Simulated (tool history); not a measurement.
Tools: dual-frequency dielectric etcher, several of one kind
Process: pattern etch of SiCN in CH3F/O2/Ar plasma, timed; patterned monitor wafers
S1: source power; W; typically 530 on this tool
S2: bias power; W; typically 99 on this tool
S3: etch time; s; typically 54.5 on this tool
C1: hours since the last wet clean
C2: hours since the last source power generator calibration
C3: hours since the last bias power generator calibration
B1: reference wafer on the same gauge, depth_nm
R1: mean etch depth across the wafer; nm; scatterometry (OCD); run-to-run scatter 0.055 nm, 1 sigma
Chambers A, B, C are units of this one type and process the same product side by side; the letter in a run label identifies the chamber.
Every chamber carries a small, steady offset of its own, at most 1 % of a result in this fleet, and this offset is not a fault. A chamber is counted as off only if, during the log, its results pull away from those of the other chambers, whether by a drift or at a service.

run	day	S1	S2	S3	C1	C2	C3	B1	R1
1B	0.512	530	99	54.5	152.3	824.7	2493.4	28.693	25.323
2A	0.783	530	99	54.5	123.5	943.5	3283.8	28.713	25.426
3C	1.129	530	99	54.5	140.7	4828.4	3037.7	28.687	25.317
4C	1.488	530	99	54.5	149.3	4837	3046.3	28.693	25.373
5B	2.042	530	99	54.5	189	861.4	2530.1	28.711	25.248
6A	2.383	530	99	54.5	161.9	981.9	3322.2	28.697	25.396
7C	2.738	530	99	54.5	179.3	4867	3076.3	28.706	25.468
8A	3.158	530	99	54.5	180.5	1000.5	3340.8	28.708	25.521
9B	3.621	530	99	54.5	226.9	899.3	2568	28.693	25.222
10B	3.929	530	99	54.5	234.3	906.7	2575.4	28.719	25.224
11A	4.454	530	99	54.5	211.6	1031.6	3371.9	28.702	25.515
12C	4.883	530	99	54.5	230.8	4918.5	3127.8	28.695	25.339
# day 5.225: chamber C: bias power generator calibrated
13C	5.292	530	99	54.5	240.6	4928.3	1.7	28.705	25.702
14A	5.825	530	99	54.5	244.5	1064.5	3404.8	28.707	25.36
15B	6.383	530	99	54.5	293.2	965.6	2634.3	28.693	25.309
16A	6.888	530	99	69	270	1090	3430.3	28.697	32.209
17B	7.408	530	99	69	317.8	990.2	2658.9	28.687	31.855
18C	7.917	530	99	69	303.6	4991.3	64.7	28.705	32.549
19C	8.429	530	99	54.5	315.9	5003.6	77	28.685	25.601
20B	8.746	530	99	54.5	349.9	1022.3	2691	28.72	25.304
21A	9.004	530	99	54.5	320.8	1140.8	3481.1	28.687	25.501
22A	9.492	640	81	54.5	332.5	1152.5	3492.8	28.726	25.398
23B	9.975	640	81	54.5	379.4	1051.8	2720.5	28.71	25.297
24C	10.383	640	81	54.5	362.8	5050.5	123.9	28.693	25.616
25A	10.888	530	99	54.5	366	1186	3526.3	28.697	25.453
26B	11.233	530	99	54.5	409.6	1082	2750.7	28.698	25.323
27C	11.65	530	99	54.5	393.2	5080.9	154.3	28.693	25.653

All chambers now run identical settings, listed one chamber a line with results as question marks. What results will each chamber show?
28A	12.054	530	99	63					?
28B	12.054	530	99	63					?
28C	12.054	530	99	63					?

run	R1
28A	29.394
28B	29.311
28C	29.666
